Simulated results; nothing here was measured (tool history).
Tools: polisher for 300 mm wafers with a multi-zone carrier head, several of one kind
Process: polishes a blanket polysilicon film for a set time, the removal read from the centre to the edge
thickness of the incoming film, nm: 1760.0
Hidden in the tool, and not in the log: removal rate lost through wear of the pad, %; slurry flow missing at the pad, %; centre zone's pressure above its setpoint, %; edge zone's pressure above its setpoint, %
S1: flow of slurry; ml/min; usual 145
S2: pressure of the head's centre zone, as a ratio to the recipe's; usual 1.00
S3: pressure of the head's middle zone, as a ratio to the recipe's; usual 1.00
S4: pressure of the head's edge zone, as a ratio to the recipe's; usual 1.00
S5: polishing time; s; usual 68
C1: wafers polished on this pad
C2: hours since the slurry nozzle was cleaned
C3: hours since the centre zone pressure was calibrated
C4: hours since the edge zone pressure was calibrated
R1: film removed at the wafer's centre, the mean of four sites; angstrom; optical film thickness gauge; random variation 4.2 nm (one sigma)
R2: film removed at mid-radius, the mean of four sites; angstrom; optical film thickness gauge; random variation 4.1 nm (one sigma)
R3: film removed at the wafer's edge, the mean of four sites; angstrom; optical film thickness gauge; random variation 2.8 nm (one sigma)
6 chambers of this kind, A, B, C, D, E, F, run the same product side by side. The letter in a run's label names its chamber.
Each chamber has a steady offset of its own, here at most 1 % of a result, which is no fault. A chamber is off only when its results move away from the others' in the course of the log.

run   hour   S1    S2    S3    S4  S5    C1     C2      C3     C4      R1      R2      R3
 1C   16.2  145  1.00  1.00  1.00  68  1130  150.1   328.5  414.0  2878.2  2836.1  2830.4
      24.6  -- chamber B: slurry nozzle cleaned
 2B   26.1  145  1.00  1.00  1.00  68  1138    1.5   942.9  275.6  2765.2  2811.1  2818.4
 3F   33.8  145  1.00  1.00  1.00  68   516  803.7   669.5  243.8  2839.5  2883.7  2779.0
      46.3  -- chamber B: worn pad replaced by a new one
      48.3  -- chamber E: worn pad replaced by a new one
 4D   49.5  145  1.00  1.00  1.00  68  1583  164.3   232.6  548.5  2774.0  2777.6  2733.0
      50.0  -- chamber C: worn pad replaced by a new one
      53.9  -- chamber D: worn pad replaced by a new one
      55.7  -- chamber A: centre zone pressure recalibrated
      65.2  -- chamber F: slurry nozzle cleaned
 5E   66.1  180  1.00  1.00  1.00  68   258  260.5   291.8  509.1  2974.8  2910.6  2870.5
      80.8  -- chamber A: worn pad replaced by a new one
 6A   81.7  180  1.00  1.00  1.00  68    13  468.1    26.1   87.9  3023.6  2956.5  2902.9
 7B   90.0  180  1.00  1.00  1.00  68   634   65.4  1006.8  339.5  2897.8  2949.1  2950.0
     100.6  -- chamber F: worn pad replaced by a new one
 8E  103.7  180  1.00  1.00  1.00  68   804  298.1   329.4  546.7  2942.5  2965.8  2917.3
 9A  115.3  180  1.00  1.00  1.00  68   501  501.7    59.7  121.5  2941.1  2941.0  2911.8
10D  123.8  180  1.00  1.00  1.00  68  1014  238.6   306.9  622.8  2928.1  2860.2  2867.1
11F  133.9  145  1.00  1.00  1.00  68   484   68.7   769.6  343.9  2769.4  2762.1  2787.4
     137.2  -- chamber E: worn pad replaced by a new one
     138.6  -- chamber B: centre zone pressure recalibrated
     140.3  -- chamber D: slurry nozzle cleaned
     140.6  -- chamber C: worn pad replaced by a new one
12C  141.5  145  1.00  1.00  1.00  68    13  275.4   453.8  539.3  2846.3  2881.0  2862.3
     145.1  -- chamber B: worn pad replaced by a new one
     146.6  -- chamber F: centre zone pressure recalibrated
     153.7  -- chamber D: worn pad replaced by a new one
13D  156.9  145  1.00  1.00  1.00  68    47   16.6   340.0  655.9  2834.9  2845.3  2818.9
     165.4  -- chamber E: slurry nozzle cleaned
14A  168.1  145  1.00  1.00  1.00  68  1267  554.5   112.5  174.3  2779.1  2841.8  2868.6
15E  176.4  145  1.00  1.00  1.00  68   570   11.1   402.1  619.4  2883.7  2910.4  2871.4
     182.6  -- chamber A: worn pad replaced by a new one
     183.6  -- chamber F: worn pad replaced by a new one
16B  186.5  145  1.00  1.00  1.00  68   601  161.9    47.9  436.0  2745.8  2793.0  2832.9
17C  194.8  145  1.00  1.00  1.00  68   787  328.7   507.1  592.6  2871.4  2781.7  2813.3
18F  206.7  145  1.07  0.96  1.00  68   336  141.5    60.2  416.7  3048.8  2640.9  2797.4
19C  216.3  145  1.07  0.96  1.00  68  1099  350.2   528.6  614.1  3106.6  2752.8  2840.1
     225.0  -- chamber E: worn pad replaced by a new one
20D  230.2  145  1.07  0.96  1.00  68  1111   89.9   413.3  729.2  2942.4  2716.2  2788.6
     237.1  -- chamber C: worn pad replaced by a new one
     241.8  -- chamber B: worn pad replaced by a new one
21E  245.3  145  1.07  0.96  1.00  68   295   80.0   471.0  688.3  3199.7  2802.6  2839.3
22F  258.2  145  1.07  0.96  1.00  68  1084  193.0   111.7  468.2  2977.0  2712.8  2761.1
     260.3  -- chamber A: worn pad replaced by a new one
     265.7  -- chamber D: worn pad replaced by a new one
23B  266.1  145  1.07  0.96  1.00  68   352  241.5   127.5  515.6  2980.9  2758.8  2770.6
24A  274.6  145  1.00  1.00  1.00  68   207  661.0   219.0  280.8  2813.5  2923.3  2824.5
     279.5  -- chamber F: worn pad replaced by a new one
25E  287.5  145  1.00  1.00  1.00  68   908  122.2   513.2  730.5  3011.1  2781.6  2849.5
26D  296.5  145  1.00  1.00  1.00  68   447  156.2   479.6  795.5  2782.2  2835.5  2737.7
27A  306.0  145  1.00  1.00  1.00  68   663  692.4   250.4  312.2  2826.9  2883.9  2806.9
     317.9  -- chamber E: worn pad replaced by a new one
     322.2  -- chamber B: worn pad replaced by a new one
28C  322.4  145  1.00  1.00  1.00  68  1239  456.3   634.7  720.2  2963.2  2779.4  2864.5
29F  330.5  145  1.00  1.00  1.00  68   740  265.3   184.0  540.5  2882.4  2877.2  2749.5
30B  340.2  145  1.00  1.00  1.00  68   261  315.6   201.6  589.7  2807.2  2900.6  2847.7
     340.7  -- chamber C: worn pad replaced by a new one
     350.3  -- chamber D: worn pad replaced by a new one
     350.9  -- chamber A: worn pad replaced by a new one
31B  352.8  145  1.00  1.00  1.00  68   444  328.2   214.2  602.3  2789.1  2899.8  2842.7
32F  361.8  145  1.00  1.00  1.00  68  1195  296.6   215.3  571.8  2808.6  2818.1  2799.8
     364.2  -- chamber F: worn pad replaced by a new one
33D  369.5  145  0.88  1.00  0.91  68   278  229.2   552.6  868.5  2424.4  2854.2  2673.8
     371.2  -- chamber F: edge zone pressure recalibrated
34E  384.7  145  0.88  1.00  0.91  68   970  219.4   610.4  827.7  2691.2  2861.0  2686.9
35A  393.1  145  0.88  1.00  0.91  68   613  779.5   337.5  399.3  2427.5  2847.3  2706.3
     398.1  -- chamber E: worn pad replaced by a new one
36C  406.5  145  0.88  1.00  0.91  68   955  540.4   718.8  804.3  2516.1  2821.6  2684.2
37C  422.0  145  0.88  1.00  0.91  68  1180  555.9   734.3  819.8  2478.3  2869.0  2709.9
38F  438.1  145  0.88  1.00  0.91  68  1073  372.9   291.6   67.0  2391.6  2805.0  2651.5
39A  446.7  145  1.00  1.00  1.00  68  1391  833.1   391.1  452.9  2854.1  2817.4  2847.1
40E  455.8  145  1.00  1.00  1.00  68   838  290.5   681.5  898.8  3212.6  2811.8  2844.4

All 6 chambers run these settings next. Forecast each chamber's results:
41A  467.8  145  1.00  1.00  1.00  68                   ?   ?   ?
41B  467.8  145  1.00  1.00  1.00  68                   ?   ?   ?
41C  467.8  145  1.00  1.00  1.00  68                   ?   ?   ?
41D  467.8  145  1.00  1.00  1.00  68                   ?   ?   ?
41E  467.8  145  1.00  1.00  1.00  68                   ?   ?   ?
41F  467.8  145  1.00  1.00  1.00  68                   ?   ?   ?

run      R1      R2      R3
41A  2800.0  2879.5  2856.4
41B  2814.0  2832.8  2823.0
41C  2819.9  2849.7  2830.3
41D  2756.5  2801.6  2733.5
41E  3157.6  2922.0  2832.5
41F  2826.9  2810.4  2836.6
